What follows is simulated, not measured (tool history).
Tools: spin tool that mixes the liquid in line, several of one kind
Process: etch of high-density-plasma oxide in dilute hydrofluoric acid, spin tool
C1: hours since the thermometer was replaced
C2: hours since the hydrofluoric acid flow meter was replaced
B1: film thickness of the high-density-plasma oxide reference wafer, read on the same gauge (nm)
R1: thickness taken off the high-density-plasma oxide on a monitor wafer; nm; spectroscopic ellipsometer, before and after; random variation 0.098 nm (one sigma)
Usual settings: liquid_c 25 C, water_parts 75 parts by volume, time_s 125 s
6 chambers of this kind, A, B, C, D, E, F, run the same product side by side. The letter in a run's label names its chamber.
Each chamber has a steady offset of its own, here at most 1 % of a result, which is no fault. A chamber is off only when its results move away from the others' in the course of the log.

{"run": "1B", "hour": 7.7, "liquid_c": 25, "water_parts": 75, "time_s": 125, "C1": 1064.2, "C2": 579.9, "B1": 79.984, "R1": 14.185}
{"run": "2D", "hour": 13.9, "liquid_c": 25, "water_parts": 75, "time_s": 125, "C1": 147.8, "C2": 432.7, "B1": 80.023, "R1": 14.315}
{"run": "3E", "hour": 23.4, "liquid_c": 25, "water_parts": 75, "time_s": 125, "C1": 719, "C2": 1481.6, "B1": 79.979, "R1": 14.137}
{"run": "4C", "hour": 31.6, "liquid_c": 25, "water_parts": 75, "time_s": 125, "C1": 785.6, "C2": 1822.8, "B1": 80.006, "R1": 14.394}
{"run": "5A", "hour": 38.6, "liquid_c": 25, "water_parts": 75, "time_s": 125, "C1": 1148.2, "C2": 574, "B1": 79.971, "R1": 14.433}
{"run": "6F", "hour": 45.6, "liquid_c": 25, "water_parts": 75, "time_s": 125, "C1": 1352.7, "C2": 815.2, "B1": 80, "R1": 14.366}
{"run": "7E", "hour": 51.0, "liquid_c": 25, "water_parts": 75, "time_s": 125, "C1": 746.6, "C2": 1509.2, "B1": 80.012, "R1": 14.383}
{"hour": 57.5, "done": "chamber E: thermometer replaced"}
{"run": "8C", "hour": 59.7, "liquid_c": 25, "water_parts": 75, "time_s": 125, "C1": 813.7, "C2": 1850.9, "B1": 79.994, "R1": 14.275}
{"run": "9D", "hour": 67.9, "liquid_c": 25, "water_parts": 75, "time_s": 125, "C1": 201.8, "C2": 486.7, "B1": 79.999, "R1": 14.509}
{"run": "10F", "hour": 73.5, "liquid_c": 25, "water_parts": 75, "time_s": 125, "C1": 1380.6, "C2": 843.1, "B1": 80.026, "R1": 14.465}
{"run": "11B", "hour": 79.1, "liquid_c": 25, "water_parts": 75, "time_s": 125, "C1": 1135.6, "C2": 651.3, "B1": 80.002, "R1": 13.946}
{"run": "12A", "hour": 85.6, "liquid_c": 25, "water_parts": 75, "time_s": 125, "C1": 1195.2, "C2": 621, "B1": 79.978, "R1": 14.457}
{"run": "13E", "hour": 90.4, "liquid_c": 25, "water_parts": 75, "time_s": 125, "C1": 33, "C2": 1548.6, "B1": 79.995, "R1": 14.291}
{"run": "14D", "hour": 97.1, "liquid_c": 25, "water_parts": 75, "time_s": 125, "C1": 231, "C2": 515.9, "B1": 80.034, "R1": 14.479}
{"run": "15C", "hour": 101.6, "liquid_c": 25, "water_parts": 75, "time_s": 125, "C1": 855.6, "C2": 1892.8, "B1": 80.034, "R1": 14.367}
{"run": "16A", "hour": 106.0, "liquid_c": 25, "water_parts": 75, "time_s": 125, "C1": 1215.6, "C2": 641.4, "B1": 80.023, "R1": 14.306}
{"run": "17F", "hour": 110.3, "liquid_c": 25, "water_parts": 75, "time_s": 125, "C1": 1417.4, "C2": 879.9, "B1": 79.968, "R1": 14.352}
{"run": "18B", "hour": 116.9, "liquid_c": 25, "water_parts": 75, "time_s": 125, "C1": 1173.4, "C2": 689.1, "B1": 80.03, "R1": 13.921}
{"run": "19E", "hour": 123.3, "liquid_c": 25, "water_parts": 75, "time_s": 125, "C1": 65.9, "C2": 1581.5, "B1": 79.971, "R1": 14.373}
{"run": "20A", "hour": 131.5, "liquid_c": 25, "water_parts": 75, "time_s": 125, "C1": 1241.1, "C2": 666.9, "B1": 79.983, "R1": 14.231}
{"run": "21B", "hour": 139.0, "liquid_c": 25, "water_parts": 90, "time_s": 55, "C1": 1195.5, "C2": 711.2, "B1": 80.017, "R1": 4.9364}
{"run": "22D", "hour": 146.1, "liquid_c": 25, "water_parts": 90, "time_s": 55, "C1": 280, "C2": 564.9, "B1": 80.001, "R1": 5.185}
{"run": "23F", "hour": 150.8, "liquid_c": 25, "water_parts": 90, "time_s": 55, "C1": 1457.9, "C2": 920.4, "B1": 79.993, "R1": 5.1384}
{"run": "24C", "hour": 160.3, "liquid_c": 25, "water_parts": 90, "time_s": 55, "C1": 914.3, "C2": 1951.5, "B1": 79.978, "R1": 5.1331}
{"run": "25F", "hour": 166.0, "liquid_c": 25, "water_parts": 90, "time_s": 55, "C1": 1473.1, "C2": 935.6, "B1": 80.009, "R1": 5.1337}
{"run": "26A", "hour": 173.3, "liquid_c": 25, "water_parts": 90, "time_s": 55, "C1": 1282.9, "C2": 708.7, "B1": 80.003, "R1": 5.1702}
{"run": "27D", "hour": 182.5, "liquid_c": 25, "water_parts": 75, "time_s": 125, "C1": 316.4, "C2": 601.3, "B1": 79.995, "R1": 14.532}
{"run": "28E", "hour": 188.8, "liquid_c": 25, "water_parts": 75, "time_s": 125, "C1": 131.4, "C2": 1647, "B1": 80.02, "R1": 14.487}
{"run": "29C", "hour": 193.7, "liquid_c": 25, "water_parts": 75, "time_s": 125, "C1": 947.7, "C2": 1984.9, "B1": 80.006, "R1": 14.497}
{"run": "30B", "hour": 200.7, "liquid_c": 25, "water_parts": 75, "time_s": 125, "C1": 1257.2, "C2": 772.9, "B1": 79.966, "R1": 13.362}
{"run": "31E", "hour": 208.3, "liquid_c": 25, "water_parts": 75, "time_s": 125, "C1": 150.9, "C2": 1666.5, "B1": 79.976, "R1": 14.395}
{"run": "32B", "hour": 212.9, "liquid_c": 25, "water_parts": 75, "time_s": 125, "C1": 1269.4, "C2": 785.1, "B1": 79.998, "R1": 13.25}
{"run": "33A", "hour": 218.9, "liquid_c": 25, "water_parts": 75, "time_s": 165, "C1": 1328.5, "C2": 754.3, "B1": 80.003, "R1": 18.91}
{"run": "34C", "hour": 227.4, "liquid_c": 25, "water_parts": 75, "time_s": 165, "C1": 981.4, "C2": 2018.6, "B1": 79.969, "R1": 19.093}
{"run": "35F", "hour": 234.9, "liquid_c": 25, "water_parts": 75, "time_s": 165, "C1": 1542, "C2": 1004.5, "B1": 80.019, "R1": 19.11}
{"run": "36D", "hour": 243.8, "liquid_c": 25, "water_parts": 75, "time_s": 165, "C1": 377.7, "C2": 662.6, "B1": 79.986, "R1": 19.099}
{"run": "37A", "hour": 252.7, "liquid_c": 25, "water_parts": 75, "time_s": 165, "C1": 1362.3, "C2": 788.1, "B1": 80.008, "R1": 18.811}

Is one chamber off against the others, does the gauge drift, or is nothing wrong? If a chamber is off, say which, and what the likeliest cause is.

Chamber B drifts away from the others.
Cause: liquid colder than its thermometer reads (K) = 2.4.
The log may not tell that from: hydrofluoric acid flow below the setpoint (%).

Here are 4 candidates for chamber B's next run, each the usual settings with a change, their results left as question marks. Which one brings its results back in line with what the others give on the usual settings?
In line means no further than this from the other chambers' mean on the usual settings: R1 0.34 nm
{"run": "38B-1", "hour": 259.5, "liquid_c": 25, "water_parts": 80, "time_s": 120, "R1": "?"}
{"run": "38B-2", "hour": 259.5, "liquid_c": 25, "water_parts": 70, "time_s": 130, "R1": "?"}
{"run": "38B-3", "hour": 259.5, "liquid_c": 24.5, "water_parts": 80, "time_s": 115, "R1": "?"}
{"run": "38B-4", "hour": 259.5, "liquid_c": 25.5, "water_parts": 70, "time_s": 135, "R1": "?"}

The other chambers' mean on the usual settings: R1 14.404 nm
run=38B-1 R1=11.642
run=38B-2 R1=14.598
run=38B-3 R1=10.932
run=38B-4 R1=15.466
38B-2 brings the chamber back in line.
